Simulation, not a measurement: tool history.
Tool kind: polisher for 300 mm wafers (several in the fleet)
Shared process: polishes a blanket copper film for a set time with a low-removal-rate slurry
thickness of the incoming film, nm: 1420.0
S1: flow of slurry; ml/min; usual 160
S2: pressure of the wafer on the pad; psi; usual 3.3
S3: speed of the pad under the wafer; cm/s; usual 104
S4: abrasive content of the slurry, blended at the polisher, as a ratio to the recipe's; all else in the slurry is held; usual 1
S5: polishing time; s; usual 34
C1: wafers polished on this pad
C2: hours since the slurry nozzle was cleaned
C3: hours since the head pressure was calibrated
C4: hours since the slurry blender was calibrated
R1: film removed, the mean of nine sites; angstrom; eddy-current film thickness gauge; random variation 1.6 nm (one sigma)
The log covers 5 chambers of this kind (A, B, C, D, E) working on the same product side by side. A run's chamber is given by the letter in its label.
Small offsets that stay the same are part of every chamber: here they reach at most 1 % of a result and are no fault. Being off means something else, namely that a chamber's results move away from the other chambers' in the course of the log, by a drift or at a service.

| run | hour | S1 | S2 | S3 | S4 | S5 | C1 | C2 | C3 | C4 | R1 |
|---|---|---|---|---|---|---|---|---|---|---|---|
| 1D | 2.6 | 160 | 3.3 | 104 | 1 | 34 | 477 | 84.2 | 321 | 90.2 | 1067.2 |
|  | 5 | chamber E: slurry blender recalibrated |
| 2B | 6.6 | 160 | 3.3 | 104 | 1 | 34 | 166 | 753.3 | 318.9 | 290 | 1065.7 |
| 3A | 9.5 | 160 | 3.3 | 104 | 1 | 34 | 759 | 534 | 798.3 | 97.2 | 1034.2 |
| 4E | 13.9 | 160 | 3.3 | 104 | 1 | 34 | 249 | 235.9 | 297 | 8.9 | 1078.5 |
|  | 14.5 | chamber B: slurry blender recalibrated |
| 5C | 17.6 | 160 | 3.3 | 104 | 1 | 34 | 929 | 198.4 | 1088.5 | 53.3 | 1056.5 |
| 6B | 20.2 | 160 | 3.3 | 104 | 1 | 34 | 356 | 766.9 | 332.5 | 5.8 | 1061 |
| 7A | 23.5 | 160 | 3.3 | 104 | 1 | 34 | 954 | 548 | 812.3 | 111.2 | 1044.5 |
| 8D | 27.5 | 160 | 3.3 | 104 | 1 | 34 | 825 | 109.1 | 345.9 | 115.1 | 1058.8 |
| 9C | 32.1 | 160 | 3.3 | 104 | 1 | 34 | 1132 | 212.9 | 1103 | 67.8 | 1058.9 |
|  | 36.7 | chamber C: head pressure recalibrated |
| 10E | 37 | 160 | 3.3 | 104 | 1.1 | 34 | 572 | 259 | 320.1 | 32 | 1087.3 |
| 11B | 39.3 | 160 | 3.3 | 104 | 1.1 | 34 | 623 | 786 | 351.6 | 24.9 | 1045 |
|  | 39.4 | chamber A: worn pad replaced by a new one |
|  | 40.9 | chamber D: worn pad replaced by a new one |
| 12D | 43.6 | 160 | 3.3 | 104 | 1.1 | 34 | 38 | 125.2 | 362 | 131.2 | 1084.7 |
|  | 46.6 | chamber B: worn pad replaced by a new one |
| 13E | 48.1 | 160 | 3.3 | 104 | 1.1 | 34 | 727 | 270.1 | 331.2 | 43.1 | 1091.6 |
| 14A | 52.2 | 160 | 3.3 | 104 | 1.1 | 34 | 179 | 576.7 | 841 | 139.9 | 1062.1 |
|  | 53.7 | chamber A: slurry blender recalibrated |
| 15C | 56.5 | 160 | 3.3 | 104 | 1 | 34 | 1473 | 237.3 | 19.8 | 92.2 | 1064.9 |
| 16C | 60.8 | 160 | 3.3 | 104 | 1 | 34 | 1533 | 241.6 | 24.1 | 96.5 | 1051.8 |
| 17E | 64 | 160 | 3.3 | 104 | 1 | 34 | 949 | 286 | 347.1 | 59 | 1049.4 |
|  | 64.2 | chamber E: worn pad replaced by a new one |
| 18D | 68.9 | 160 | 3.3 | 104 | 1 | 34 | 392 | 150.5 | 387.3 | 156.5 | 1047.5 |
| 19B | 73.5 | 160 | 3.3 | 104 | 1 | 34 | 377 | 820.2 | 385.8 | 59.1 | 1037.9 |
| 20A | 77.3 | 160 | 3.3 | 104 | 1 | 34 | 530 | 601.8 | 866.1 | 23.7 | 1052.6 |
| 21D | 80.9 | 160 | 3.3 | 104 | 1 | 34 | 560 | 162.5 | 399.3 | 168.5 | 1065.5 |
| 22A | 83.5 | 125 | 3.3 | 104 | 1 | 34 | 616 | 608 | 872.3 | 29.9 | 1012.7 |
| 23B | 87.4 | 125 | 3.3 | 104 | 1 | 34 | 571 | 834.1 | 399.7 | 73 | 995.01 |
| 24C | 91 | 125 | 3.3 | 104 | 1 | 34 | 1955 | 271.8 | 54.3 | 126.7 | 992.39 |
|  | 94.2 | chamber E: slurry nozzle cleaned |
|  | 94.4 | chamber E: slurry blender recalibrated |
| 25E | 95.1 | 125 | 3.3 | 104 | 1 | 34 | 432 | 0.9 | 378.2 | 0.8 | 1012.2 |
| 26A | 97.4 | 125 | 3.3 | 104 | 1 | 34 | 811 | 621.9 | 886.2 | 43.8 | 1032.6 |
|  | 98.2 | chamber D: slurry blender recalibrated |
| 27C | 101.5 | 160 | 3.3 | 104 | 1 | 34 | 2102 | 282.3 | 64.8 | 137.2 | 1011.2 |
|  | 105.6 | chamber B: worn pad replaced by a new one |
| 28B | 106.5 | 160 | 3.3 | 104 | 1 | 34 | 13 | 853.2 | 418.8 | 92.1 | 1059.1 |
| 29D | 110.7 | 160 | 3.3 | 104 | 0.9 | 25 | 976 | 192.3 | 429.1 | 12.6 | 764.15 |
|  | 114.2 | chamber D: worn pad replaced by a new one |
| 30E | 114.9 | 160 | 3.3 | 104 | 0.9 | 25 | 708 | 20.7 | 398 | 20.6 | 737.34 |
| 31E | 119.9 | 160 | 3.3 | 104 | 0.9 | 25 | 778 | 25.7 | 403 | 25.6 | 748.13 |
| 32D | 123.8 | 160 | 3.3 | 104 | 0.9 | 25 | 135 | 205.4 | 442.2 | 25.7 | 757.21 |
| 33B | 127.2 | 160 | 3.3 | 104 | 0.9 | 25 | 302 | 873.9 | 439.5 | 112.8 | 761.2 |
|  | 127.9 | chamber A: worn pad replaced by a new one |
| 34C | 130.7 | 160 | 3.3 | 104 | 1 | 34 | 2510 | 311.5 | 94 | 166.4 | 1006.2 |
| 35A | 133 | 160 | 3.3 | 104 | 0.85 | 34 | 72 | 657.5 | 921.8 | 79.4 | 1054.9 |
| 36D | 136.7 | 160 | 3.3 | 104 | 0.85 | 34 | 315 | 218.3 | 455.1 | 38.6 | 1040.8 |
| 37C | 141.6 | 160 | 3.3 | 104 | 0.85 | 34 | 2662 | 322.4 | 104.9 | 177.3 | 953.11 |
| 38A | 145.5 | 160 | 3.3 | 104 | 0.85 | 34 | 246 | 670 | 934.3 | 91.9 | 1018.6 |

Which is it: a chamber that has drifted or been left off by a service, a gauge drift common to all chambers, or only each chamber's usual small offset? If a chamber is off, name it and its likeliest cause.

It is chamber C that slowly wanders off from its peers.
What lies behind it: removal rate lost through wear of the pad, % = 8.58.
Not necessarily distinguishable in this log from: slurry flow missing at the pad, %; head's pressure below its setpoint, %; abrasive missing from the slurry, %.

Here are 4 candidates for chamber C's next run, each the usual settings with a change, their results left as question marks. Which one brings its results back in line with what the others give on the usual settings?
In line here means within this much of the mean the other chambers give on the usual settings: R1 55 angstrom
| 39C-1 | 149.2 | 160 | 3 | 104 | 1 | 34 |  |  |  |  | ? |
| 39C-2 | 149.2 | 160 | 3.3 | 122 | 1.05 | 34 |  |  |  |  | ? |
| 39C-3 | 149.2 | 155 | 3.3 | 88 | 1 | 34 |  |  |  |  | ? |
| 39C-4 | 149.2 | 160 | 3.3 | 108 | 1 | 35 |  |  |  |  | ? |

Average result of the remaining chambers running the usual settings: R1 1061.2 angstrom
| run | R1 |
|---|---|
| 39C-1 | 887.11 |
| 39C-2 | 1156.7 |
| 39C-3 | 818.84 |
| 39C-4 | 1042 |
Change 39C-4 lands the chamber within the allowed miss of the other chambers.

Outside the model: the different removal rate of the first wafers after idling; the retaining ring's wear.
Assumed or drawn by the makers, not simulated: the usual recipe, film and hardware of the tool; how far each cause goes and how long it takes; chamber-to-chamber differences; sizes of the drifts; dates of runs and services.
